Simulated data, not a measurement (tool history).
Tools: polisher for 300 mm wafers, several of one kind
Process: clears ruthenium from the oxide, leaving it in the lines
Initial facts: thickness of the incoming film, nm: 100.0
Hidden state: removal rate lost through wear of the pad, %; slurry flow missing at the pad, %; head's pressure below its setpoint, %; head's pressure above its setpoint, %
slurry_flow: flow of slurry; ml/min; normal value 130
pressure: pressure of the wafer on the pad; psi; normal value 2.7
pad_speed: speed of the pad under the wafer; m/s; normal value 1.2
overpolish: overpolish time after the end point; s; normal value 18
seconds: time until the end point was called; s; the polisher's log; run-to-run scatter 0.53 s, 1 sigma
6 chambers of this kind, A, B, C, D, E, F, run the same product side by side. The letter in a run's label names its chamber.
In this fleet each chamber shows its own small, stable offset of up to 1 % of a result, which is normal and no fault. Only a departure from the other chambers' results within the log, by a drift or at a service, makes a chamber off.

run   hour  slurry_flow  pressure  pad_speed  overpolish  wafers polished on this pad  hours since the slurry nozzle was cleaned  hours since the head pressure was calibrated  seconds
 1A    4.2          130       2.7        1.2          18                          491                                        719                                         846.8   47.073
 2B    8.8          130       2.7        1.2          18                          346                                      203.7                                         432.9   46.746
       9.4  -- chamber D: head pressure recalibrated
 3E   15.4          130       2.7        1.2          18                          624                                      142.2                                           830   47.116
      16.9  -- chamber C: worn pad replaced by a new one
 4F   21.1          130       2.7        1.2          18                          709                                       94.1                                         250.5   46.896
 5C   28.3          130       2.7        1.2          18                           71                                      175.4                                         296.8   46.931
      33.9  -- chamber A: slurry nozzle cleaned
 6D   34.6          100         3        1.2          18                          636                                      332.2                                          25.2    43.71
 7D   39.5          100         3        1.2          18                          667                                      337.1                                          30.1   44.459
      42.5  -- chamber D: worn pad replaced by a new one
 8C   45.9          100         3        1.2          18                          180                                        193                                         314.4   44.526
 9F   51.2          100         3        1.2          18                          896                                      124.2                                         280.6   45.154
10A   56.5          100         3        1.2          18                          815                                       22.6                                         899.1   44.727
11B     64          100         3        1.2          18                          689                                      258.9                                         488.1    45.02
12E   70.3          130       2.7        1.2          26                          965                                      197.1                                         884.9   47.419
13E   75.4          130       2.7        1.2          26                          997                                      202.2                                           890   46.857
14C   83.1          130       2.7        1.2          26                          411                                      230.2                                         351.6   46.485
15B   88.1          130       2.7        1.2          26                          839                                        283                                         512.2   47.587
16A   91.9          130       2.7        1.2          26                         1035                                         58                                         934.5   46.473
17F   96.8          130       2.7        1.2          26                         1180                                      169.8                                         326.2   46.583
      97.5  -- chamber B: worn pad replaced by a new one
18D    101          130       2.7        1.2          18                          363                                      398.6                                          91.6   47.082
19D  105.3          130       2.7        1.2          18                          390                                      402.9                                          95.9   46.524
20C  112.4          130       2.7        1.2          18                          593                                      259.5                                         380.9   46.973
21B  117.7          130       2.7        1.2          18                          125                                      312.6                                         541.8   48.792
     119.9  -- chamber E: worn pad replaced by a new one
22A  121.1          130       2.7        1.2          18                         1217                                       87.2                                         963.7   46.042
     121.3  -- chamber F: worn pad replaced by a new one
     123.9  -- chamber E: slurry nozzle cleaned
23E  127.3          130       2.7        1.2          18                           46                                        3.5                                         941.9   47.819
24F  134.6          130       2.7        1.2          18                           82                                      207.6                                           364   46.976
     137.5  -- chamber E: head pressure recalibrated
25D  142.3          175       2.7        1.2          18                          620                                      439.9                                         132.9   44.546
26F  146.6          175       2.7        1.2          18                          157                                      219.6                                           376   45.156
     150.1  -- chamber B: slurry nozzle cleaned
27A  150.8          175       2.7        1.2          18                         1401                                      116.9                                         993.4   44.819
     151.5  -- chamber A: worn pad replaced by a new one
     152.2  -- chamber F: head pressure recalibrated
28E  154.3          175       2.7        1.2          18                          213                                       30.5                                          16.9   44.639
     155.9  -- chamber D: worn pad replaced by a new one
29B  158.2          175       2.7        1.2          18                          377                                        8.2                                         582.3   47.245
     162.9  -- chamber C: worn pad replaced by a new one
30C  165.2          175       2.7        1.2          18                           14                                      312.3                                         433.7   44.501
31F  172.8          130       2.7       0.98           9                          320                                      245.8                                          20.7   57.202
32C  180.2          130       2.7       0.98           9                          107                                      327.3                                         448.7   56.941
33A    187          130       2.7       0.98           9                          220                                      153.1                                        1029.6   57.245
34B  191.6          130       2.7       0.98           9                          584                                       41.6                                         615.7   62.698
35E  195.1          130       2.7       0.98           9                          467                                       71.3                                          57.7   57.168
36D  199.5          130       2.7       0.98           9                          270                                      497.1                                         190.1   56.424
37F  203.7          130       2.7        1.2          18                          512                                      276.7                                          51.6   46.502
38D    210          130       2.7        1.2          18                          336                                      507.6                                         200.6    46.66
39C  215.8          130       2.7        1.2          18                          328                                      362.9                                         484.3   46.498
40B  223.2          130       2.7        1.2          18                          781                                       73.2                                         647.3    52.58
41A  230.2          130       2.7        1.2          18                          489                                      196.3                                        1072.8   47.207
42E  234.3          130       2.7        1.2          18                          710                                      110.5                                          96.9   48.045
43D  238.8          130       2.3        1.2          18                          515                                      536.4                                         229.4   55.089

The same settings go to every chamber for the next run, one line per chamber below. Forecast the results for each:
44A  244.4          130       2.7        1.2          18                                                                                                                              ?
44B  244.4          130       2.7        1.2          18                                                                                                                              ?
44C  244.4          130       2.7        1.2          18                                                                                                                              ?
44D  244.4          130       2.7        1.2          18                                                                                                                              ?
44E  244.4          130       2.7        1.2          18                                                                                                                              ?
44F  244.4          130       2.7        1.2          18                                                                                                                              ?

run  seconds
44A   48.396
44B   53.093
44C   46.686
44D   47.025
44E   47.221
44F   46.348

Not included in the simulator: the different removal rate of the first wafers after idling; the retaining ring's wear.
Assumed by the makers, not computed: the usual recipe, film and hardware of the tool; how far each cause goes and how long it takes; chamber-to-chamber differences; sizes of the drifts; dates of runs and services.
